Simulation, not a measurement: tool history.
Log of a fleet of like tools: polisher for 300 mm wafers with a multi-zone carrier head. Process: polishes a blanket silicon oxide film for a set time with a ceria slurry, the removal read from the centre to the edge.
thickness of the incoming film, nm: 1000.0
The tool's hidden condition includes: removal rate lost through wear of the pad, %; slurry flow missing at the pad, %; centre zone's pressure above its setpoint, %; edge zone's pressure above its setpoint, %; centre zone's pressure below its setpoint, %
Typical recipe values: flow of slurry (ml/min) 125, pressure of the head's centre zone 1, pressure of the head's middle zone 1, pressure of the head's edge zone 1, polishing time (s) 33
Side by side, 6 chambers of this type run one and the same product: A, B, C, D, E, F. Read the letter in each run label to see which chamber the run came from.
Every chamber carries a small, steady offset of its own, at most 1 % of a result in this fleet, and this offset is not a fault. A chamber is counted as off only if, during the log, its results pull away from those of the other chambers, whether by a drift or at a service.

run	hour	flow of slurry (ml/min)	pressure of the head's centre zone	pressure of the head's middle zone	pressure of the head's edge zone	polishing time (s)	wafers polished on this pad	hours since the slurry nozzle was cleaned	hours since the centre zone pressure was calibrated	hours since the edge zone pressure was calibrated	film removed at the wafer's centre (angstrom)	film removed at mid-radius (angstrom)	film removed at the wafer's edge (angstrom)
1F	8.3	125	1	1	1	33	428	20.6	289.6	583.9	1827	1768.5	1824.3
2C	14.2	125	1	1	1	33	282	484.8	314.7	706.6	1802.6	1782.7	1750
3D	24.7	125	1	1	1	33	1025	94.8	621	956.5	1770.8	1802.4	1784.9
# hour 31.2: chamber D: worn pad replaced by a new one
4A	34.3	125	1	1	1	33	796	122.4	312.4	73.2	1795.4	1764.1	1804.1
# hour 38.9: chamber C: edge zone pressure recalibrated
# hour 40.6: chamber F: worn pad replaced by a new one
5B	47	125	1	1	1	33	605	149.3	389.7	843.2	1773.6	1790.8	1782.3
# hour 50.4: chamber A: worn pad replaced by a new one
6E	53.6	125	1	1	1	33	912	79.3	840.9	581.5	1779.3	1780.2	1786.3
# hour 60.9: chamber C: worn pad replaced by a new one
7F	62.1	125	1	1	1	33	262	74.4	343.4	637.7	1769.3	1781.8	1798.1
8B	68.8	125	1	1	1	33	869	171.1	411.5	865	1769.7	1835.7	1753.1
# hour 70.1: chamber B: worn pad replaced by a new one
# hour 71.1: chamber E: worn pad replaced by a new one
9C	81.7	125	1	1	1	33	253	552.3	382.2	42.8	1802.6	1809.3	1798.8
10A	91.4	125	1	1	1	33	498	179.5	369.5	130.3	1765.9	1772.1	1770.9
11E	101	125	1	1	1	33	363	126.7	888.3	628.9	1740.8	1782.3	1814.2
12D	110.9	125	1	1	1	33	968	181	707.2	1042.7	1792	1782.4	1774.1
# hour 114: chamber D: worn pad replaced by a new one
# hour 114.1: chamber F: worn pad replaced by a new one
# hour 117: chamber A: worn pad replaced by a new one
13D	121.2	125	1	1	1	33	88	191.3	717.5	1053	1783.9	1806.4	1750
14B	129.1	125	1	1	1	33	716	231.4	471.8	925.3	1795.2	1797.9	1762.8
# hour 130.7: chamber C: slurry nozzle cleaned
# hour 137.5: chamber C: worn pad replaced by a new one
15F	140	125	1	1	1	33	315	152.3	421.3	715.6	1792.1	1744.6	1796.9
# hour 151.2: chamber B: worn pad replaced by a new one
16E	153.3	125	1	1	1	33	998	179	940.6	681.2	1722.7	1770.9	1811.7
17C	160.8	125	1	1	1	33	283	30.2	461.3	121.9	1808.3	1773	1799.1
# hour 161.4: chamber E: worn pad replaced by a new one
# hour 161.8: chamber D: edge zone pressure recalibrated
18A	172.8	125	1	1	1	33	678	260.9	450.9	211.7	1778.3	1763.2	1803.2
# hour 179.2: chamber F: worn pad replaced by a new one
# hour 182.5: chamber A: worn pad replaced by a new one
19A	184.6	125	1.05	1	1	33	25	272.7	462.7	223.5	1884.2	1776.6	1748.3
# hour 189.3: chamber D: worn pad replaced by a new one
20C	191.2	125	1.05	1	1	33	652	60.6	491.7	152.3	1902.1	1770	1804.5
# hour 200: chamber C: worn pad replaced by a new one
21E	201.2	125	1.05	1	1	33	483	226.9	988.5	729.1	1768.7	1765.9	1781.6
# hour 211.1: chamber F: centre zone pressure recalibrated
22F	214	125	1.05	1	1	33	423	226.3	3	789.6	1874.2	1768.7	1805.5
23D	220.7	125	1.05	1	1	33	381	290.8	817	58.9	1923.6	1785.4	1798.6
# hour 225.2: chamber B: worn pad replaced by a new one
24B	233.4	125	1.05	1	1	33	99	335.7	576.1	1029.6	1911.6	1783	1771.9
# hour 237.4: chamber E: worn pad replaced by a new one
25E	243.2	165	0.89	1	1	33	70	268.9	1030.5	771.1	1556.9	1886.8	1904.6
26A	249.4	165	0.89	1	1	33	812	337.5	527.5	288.3	1666.7	1868.3	1853.8
# hour 254.9: chamber F: worn pad replaced by a new one
27B	257.3	165	0.89	1	1	33	389	359.6	600	1053.5	1685.3	1889.4	1884.3
# hour 258.5: chamber A: worn pad replaced by a new one
28C	269.4	165	0.89	1	1	33	843	138.8	569.9	230.5	1682.4	1912	1884.7
# hour 271.1: chamber C: worn pad replaced by a new one
# hour 280.1: chamber B: slurry nozzle cleaned
29D	281.2	165	0.89	1	1	33	1116	351.3	877.5	119.4	1688.1	1924.9	1862.8
# hour 283.6: chamber A: edge zone pressure recalibrated
# hour 289.7: chamber D: worn pad replaced by a new one
30F	293.6	165	0.89	1	1	33	470	305.9	82.6	869.2	1703.1	1875.7	1870.6
31D	300.4	125	1	1	1.04	41	130	370.5	896.7	138.6	2223.3	2200.6	2263.6
32A	307.5	125	1	1	1.04	41	595	395.6	585.6	24	2201.3	2204.3	2251.3
# hour 312.3: chamber B: worn pad replaced by a new one
33E	313.6	125	1	1	1.04	41	925	339.3	1100.9	841.5	2019	2193.5	2287.8
# hour 317.3: chamber E: worn pad replaced by a new one
34F	324.1	125	1	1	1.04	41	841	336.4	113.1	899.7	2226.8	2193.7	2311.6
35B	333	125	1	1	1.04	41	251	53	675.7	1129.2	2226.5	2263.9	2282.8
# hour 335.4: chamber A: worn pad replaced by a new one
36C	339.4	125	1	1	1.04	41	829	208.8	639.9	300.5	2206.9	2246.5	2281.6
37E	350.6	125	1	1	1	43	405	376.3	1137.9	878.5	2044.3	2302.3	2288.9
38A	359	125	1	1	1	43	287	447.1	637.1	75.5	2324.2	2299.1	2317
39B	367.1	125	1	1	1	43	665	87.1	709.8	1163.3	2321.9	2352.3	2341.6

One chamber off, gauge drift, or nothing amiss beyond the chambers' own small offsets? If it is a chamber, which one, and what is the likeliest cause?

Chamber E drifts away from the others.
Cause: centre zone's pressure below its setpoint, % = 11.8.

Chamber E could run next with any of the 4 candidate recipes listed below; each alters the usual settings, and their results appear as question marks. Which one brings its results back in line with what the other chambers deliver on the usual settings?
Counts as in line when no further than this from what the other chambers average on the usual settings: film removed at the wafer's centre (angstrom) 60; film removed at mid-radius (angstrom) 53; film removed at the wafer's edge (angstrom) 78
40E-1	376.7	135	1.11	0.98	0.96	33					?	?	?
40E-2	376.7	115	0.9	1.02	1.04	33					?	?	?
40E-3	376.7	130	1.04	0.99	0.99	33					?	?	?
40E-4	376.7	120	0.96	1.01	1.01	33					?	?	?

Usual-settings mean across the other chambers: film removed at the wafer's centre (angstrom) 1792.1; film removed at mid-radius (angstrom) 1786; film removed at the wafer's edge (angstrom) 1789.2
run	film removed at the wafer's centre (angstrom)	film removed at mid-radius (angstrom)	film removed at the wafer's edge (angstrom)
40E-1	1782.9	1770.6	1781
40E-2	1351.3	1774.4	1808.9
40E-3	1642.9	1773.7	1798.8
40E-4	1471	1775.6	1794.2
Change 40E-1 lands the chamber within the allowed miss of the other chambers.
